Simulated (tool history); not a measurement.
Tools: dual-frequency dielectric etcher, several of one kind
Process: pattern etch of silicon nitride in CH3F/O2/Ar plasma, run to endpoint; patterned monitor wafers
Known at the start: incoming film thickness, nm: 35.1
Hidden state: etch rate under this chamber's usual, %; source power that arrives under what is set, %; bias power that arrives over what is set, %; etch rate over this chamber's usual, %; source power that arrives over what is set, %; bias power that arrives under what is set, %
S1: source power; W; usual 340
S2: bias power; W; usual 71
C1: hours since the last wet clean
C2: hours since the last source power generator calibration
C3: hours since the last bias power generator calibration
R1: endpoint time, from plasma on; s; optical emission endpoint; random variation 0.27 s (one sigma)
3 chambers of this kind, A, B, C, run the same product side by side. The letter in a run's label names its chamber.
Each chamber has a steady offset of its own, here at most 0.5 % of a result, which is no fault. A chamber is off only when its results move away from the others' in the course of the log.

run,hour,S1,S2,C1,C2,C3,R1
1B,9.6,340,71,337.9,4291.7,269.1,53.690
2A,24.4,340,71,175.2,805.1,2438.3,54.357
3C,36.9,340,71,197.4,954.4,313.4,54.021
4B,46.6,340,71,374.9,4328.7,306.1,54.395
5A,55.9,340,71,206.7,836.6,2469.8,54.294
6C,66.5,340,63,227.0,984.0,343.0,55.893
7A,80.9,340,63,231.7,861.6,2494.8,57.104
8C,92.8,340,63,253.3,1010.3,369.3,56.440
9B,105.2,370,64,433.5,4387.3,364.7,54.365
10A,113.1,370,64,263.9,893.8,2527.0,55.000
11C,123.9,370,64,284.4,1041.4,400.4,54.155
12B,133.6,340,71,461.9,4415.7,393.1,54.144
13B,143.4,340,71,471.7,4425.5,402.9,54.721
14A,151.1,310,79,301.9,931.8,2565.0,54.671
15C,162.2,310,79,322.7,1079.7,438.7,53.917
# hour 165.3: chamber B: wet clean of the chamber
16C,171.2,310,79,331.7,1088.7,447.7,53.762
17B,183.3,340,71,18.1,4465.4,442.8,54.085
18A,189.9,340,71,340.7,970.6,2603.8,54.981
19B,201.5,340,79,36.3,4483.6,461.0,52.198
20A,214.4,340,79,365.2,995.1,2628.3,52.818
21C,223.4,340,79,383.9,1140.9,499.9,52.141
22A,234.6,340,71,385.4,1015.3,2648.5,54.859
23B,242.6,280,86,77.4,4524.7,502.1,54.773
24C,251.3,280,86,411.8,1168.8,527.8,54.850
# hour 253.3: chamber B: source power generator calibrated
25C,262.8,280,86,423.3,1180.3,539.3,54.235
26B,278.2,340,71,113.0,25.0,537.7,54.381
27A,293.0,340,71,443.8,1073.7,2706.9,54.996
28C,305.3,340,71,465.8,1222.8,581.8,54.123
29B,316.2,340,71,151.0,63.0,575.7,54.238
30A,328.7,410,80,479.5,1109.4,2742.6,49.555
31B,339.9,410,80,174.7,86.7,599.4,48.336
32C,351.7,410,80,512.2,1269.2,628.2,48.104
33A,360.8,340,71,511.6,1141.5,2774.7,55.547

Next, every chamber runs the same settings. What will each give?
34A,371.8,280,71,,,,?
34B,371.8,280,71,,,,?
34C,371.8,280,71,,,,?

run,R1
34A,60.266
34B,58.255
34C,57.700
